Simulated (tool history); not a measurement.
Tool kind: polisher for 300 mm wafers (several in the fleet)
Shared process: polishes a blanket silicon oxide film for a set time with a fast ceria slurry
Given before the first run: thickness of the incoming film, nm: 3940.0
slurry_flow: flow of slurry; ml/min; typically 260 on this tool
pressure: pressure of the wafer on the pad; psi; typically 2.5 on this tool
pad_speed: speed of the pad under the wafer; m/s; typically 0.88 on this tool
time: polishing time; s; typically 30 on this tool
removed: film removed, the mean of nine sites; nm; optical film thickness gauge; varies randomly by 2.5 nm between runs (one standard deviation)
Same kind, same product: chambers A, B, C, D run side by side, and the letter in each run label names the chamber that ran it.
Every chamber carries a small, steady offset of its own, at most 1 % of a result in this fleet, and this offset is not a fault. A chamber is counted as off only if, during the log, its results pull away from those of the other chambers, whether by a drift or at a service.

run   hour  slurry_flow  pressure  pad_speed  time  removed
 1B    4.8          260       2.5       0.88    30   330.15
       5.3  -- chamber C: worn pad replaced by a new one
 2C    7.9          260       2.5       0.88    30   333.88
         9  -- chamber A: worn pad replaced by a new one
 3A   10.9          260       2.5       0.88    30   330.56
 4D   14.8          260       2.5       0.88    30   329.06
 5A   18.9          260       2.5       0.88    30   330.73
 6C   22.3          260       2.5       0.88    30   325.74
 7B   27.2          260       2.5       0.88    30    331.1
 8D   31.1          260       2.5       0.88    30   330.36
 9C   33.8          260       2.5       0.88    30   332.13
10D   38.9          260       2.5       0.88    30   334.83
11A   43.2          260       2.5       0.88    30   332.21
      43.4  -- chamber D: worn pad replaced by a new one
12B   47.8          260       2.5       0.88    30   319.12
13B   50.8          260       2.5       0.88    30   318.12
14C   53.8          260       2.5       0.88    30   328.25
15D   58.8          305       2.5       0.88    30   332.36
16A   61.8          305       2.5       0.88    30   336.11
      63.2  -- chamber C: worn pad replaced by a new one
17C   67.8          305       2.5       0.88    30   334.72
        70  -- chamber A: worn pad replaced by a new one
18D     73          305       2.5       0.88    30    334.2
19B   78.9          260       2.5       1.14    30   406.42
20A   83.3          260       2.5       1.14    30   430.16
21C   88.5          260       2.5       1.14    30   426.75
22D   93.5          260       2.5       1.14    30   426.64
23B   97.3          260       1.9       1.12    30   300.36
24A  101.6          260       1.9       1.12    30   320.55
25A  105.6          260       1.9       1.12    30    322.8

Predict what each chamber gives when all 4 of them run the settings below next.
26A   110          260       2.5       0.88    30        ?
26B   110          260       2.5       0.88    30        ?
26C   110          260       2.5       0.88    30        ?
26D   110          260       2.5       0.88    30        ?

run  removed
26A    334.7
26B   301.26
26C    331.1
26D   327.75
